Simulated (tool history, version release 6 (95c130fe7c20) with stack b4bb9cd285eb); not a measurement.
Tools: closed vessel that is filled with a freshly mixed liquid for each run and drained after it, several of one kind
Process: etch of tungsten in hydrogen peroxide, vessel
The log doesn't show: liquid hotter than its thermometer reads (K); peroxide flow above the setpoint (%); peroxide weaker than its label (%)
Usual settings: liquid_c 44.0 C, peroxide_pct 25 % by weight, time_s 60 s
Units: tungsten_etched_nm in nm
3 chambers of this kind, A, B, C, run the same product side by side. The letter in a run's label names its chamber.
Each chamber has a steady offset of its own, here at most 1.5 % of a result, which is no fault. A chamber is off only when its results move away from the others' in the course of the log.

run,hour,liquid_c,peroxide_pct,time_s,hours since the thermometer was replaced,hours since the peroxide flow meter was replaced,hours since the drum of peroxide was connected,"read-back film thickness of the tungsten reference wafer, read on the same gauge (nm)",tungsten_etched_nm
1C,3.7,44.0,25,60,1342.1,262.4,1321.2,150.04,75.244
2A,7.0,44.0,25,60,516.5,804.2,359.0,150.00,76.245
3B,11.0,44.0,25,60,480.6,1104.7,209.2,150.02,75.642
4C,15.3,44.0,25,60,1353.7,274.0,1332.8,150.00,75.146
5B,19.9,44.0,25,60,489.5,1113.6,218.1,149.97,75.481
6A,22.8,44.0,25,60,532.3,820.0,374.8,149.98,76.602
7C,25.7,38.5,30,60,1364.1,284.4,1343.2,149.98,57.896
8A,28.6,38.5,30,60,538.1,825.8,380.6,150.00,58.451
9B,30.9,38.5,30,60,500.5,1124.6,229.1,149.98,58.054
10B,34.7,44.0,25,60,504.3,1128.4,232.9,150.01,75.351
11A,37.5,44.0,25,60,547.0,834.7,389.5,150.04,76.443
12C,40.0,44.0,25,60,1378.4,298.7,1357.5,149.99,75.399
13C,42.8,44.0,25,35,1381.2,301.5,1360.3,150.03,43.946
14B,47.2,44.0,25,35,516.8,1140.9,245.4,149.99,43.804
15A,51.5,44.0,25,35,561.0,848.7,403.5,150.00,45.190
16C,55.4,44.0,25,60,1393.8,314.1,1372.9,149.99,74.841
17A,59.4,44.0,25,60,568.9,856.6,411.4,150.01,77.497
18B,62.2,44.0,25,60,531.8,1155.9,260.4,150.02,74.891
19C,65.8,38.5,25,40,1404.2,324.5,1383.3,150.01,35.519
20B,69.4,38.5,25,40,539.0,1163.1,267.6,149.97,34.914
21A,73.1,38.5,25,40,582.6,870.3,425.1,149.99,36.515
22A,75.2,50.5,25,90,584.7,872.4,427.2,150.03,174.580
# hour 76.5: chamber C: new drum of peroxide connected
23B,79.7,50.5,25,90,549.3,1173.4,277.9,150.00,169.070
24C,82.9,50.5,25,90,1421.3,341.6,6.5,150.01,168.570
25A,87.5,44.0,25,60,597.0,884.7,439.5,150.01,78.257
26B,90.6,37.0,25,60,560.2,1184.3,288.8,149.99,48.063

All 3 chambers run these settings next. Forecast each chamber's results:
27A,94.1,44.0,25,60,,,,,?
27B,94.1,44.0,25,60,,,,,?
27C,94.1,44.0,25,60,,,,,?

run,tungsten_etched_nm
27A,78.247
27B,75.189
27C,75.541

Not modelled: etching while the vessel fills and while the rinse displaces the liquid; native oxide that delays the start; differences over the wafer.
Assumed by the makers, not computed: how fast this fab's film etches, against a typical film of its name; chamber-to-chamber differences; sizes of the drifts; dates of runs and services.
